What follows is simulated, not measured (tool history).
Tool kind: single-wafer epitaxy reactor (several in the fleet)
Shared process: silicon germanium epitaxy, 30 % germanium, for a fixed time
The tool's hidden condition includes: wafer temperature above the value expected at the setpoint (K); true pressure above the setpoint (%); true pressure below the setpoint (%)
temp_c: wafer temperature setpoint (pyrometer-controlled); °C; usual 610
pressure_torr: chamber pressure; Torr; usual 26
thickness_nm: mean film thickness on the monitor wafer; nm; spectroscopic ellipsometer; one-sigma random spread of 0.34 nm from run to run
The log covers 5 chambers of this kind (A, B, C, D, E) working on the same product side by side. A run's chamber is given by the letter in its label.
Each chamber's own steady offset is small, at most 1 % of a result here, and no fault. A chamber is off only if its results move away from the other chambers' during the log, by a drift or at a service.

run	hour	temp_c	pressure_torr	hours since the last pyrometer calibration	hours since the last manometer calibration	read-back reference wafer on the same gauge, thickness_nm	thickness_nm
1D	6.5	610	26	1370.3	688.9	88.646	77.998
2A	15	610	26	794.8	1176.1	88.62	79.211
# hour 19: chamber B: capacitance manometer re-zeroed and calibrated
3E	25.8	610	26	1936.3	1615.9	88.644	79.161
4B	36.4	610	26	716.2	17.4	88.578	79.483
5C	45.5	610	26	501.7	61.5	88.533	77.665
6E	56	610	26	1966.5	1646.1	88.633	78.708
7D	62.8	619	26	1426.6	745.2	88.589	92.824
8A	68.9	619	26	848.7	1230	88.522	92.836
9C	74	619	26	530.2	90	88.663	91.571
10B	79.7	619	26	759.5	60.7	88.558	93.06
11C	86.3	619	26	542.5	102.3	88.602	91.575
12E	93.7	610	26	2004.2	1683.8	88.735	78.233
13A	101.1	610	26	880.9	1262.2	88.561	79.191
14B	107.3	610	26	787.1	88.3	88.621	78.733
15D	118	610	26	1481.8	800.4	88.581	78.544
16A	128.3	610	26	908.1	1289.4	88.565	78.733
17E	133.6	610	26	2044.1	1723.7	88.565	78.529
18B	142.3	610	26	822.1	123.3	88.494	79.082
19D	151.6	610	26	1515.4	834	88.657	79.186
20C	159.3	610	26	615.5	175.3	88.66	77.293
21B	170.1	610	26	849.9	151.1	88.649	79.491
22C	176.5	610	26	632.7	192.5	88.619	77.772
23D	186.9	610	26	1550.7	869.3	88.613	78.808
24E	195.2	610	26	2105.7	1785.3	88.582	78.58
25A	203.6	610	26	983.4	1364.7	88.55	79.821
26A	213.8	605	29.4	993.6	1374.9	88.69	77.187
27D	221.7	605	29.4	1585.5	904.1	88.546	75.577
28E	232.7	605	29.4	2143.2	1822.8	88.651	75.904
29B	239.9	605	29.4	919.7	220.9	88.627	75.286
30C	250.8	605	29.4	707	266.8	88.57	74.845
31A	261.4	610	31.8	1041.2	1422.5	88.516	87.561
32B	268.2	610	31.8	948	249.2	88.567	85.369
33E	275.3	610	31.8	2185.8	1865.4	88.595	85.513
34D	280.3	610	31.8	1644.1	962.7	88.584	85.208
35C	285.8	610	31.8	742	301.8	88.581	84.606
36C	293.8	610	26	750	309.8	88.648	77.991
37E	302.5	610	26	2213	1892.6	88.545	79.329
38D	310.3	610	26	1674.1	992.7	88.714	78.537
39B	318.3	610	26	998.1	299.3	88.649	78.866
40A	325.6	610	31.6	1105.4	1486.7	88.527	87.916
41A	331.3	610	31.6	1111.1	1492.4	88.645	87.132
42E	341.8	610	31.6	2252.3	1931.9	88.663	85.177
43C	349.2	610	31.6	805.4	365.2	88.608	85.059
44B	359.3	610	31.6	1039.1	340.3	88.644	84.985

All chambers now run identical settings, listed one chamber a line with results as question marks. What results will each chamber show?
45A	367.2	604	26				?
45B	367.2	604	26				?
45C	367.2	604	26				?
45D	367.2	604	26				?
45E	367.2	604	26				?

run	thickness_nm
45A	73.186
45B	70.452
45C	69.855
45D	70.639
45E	70.344
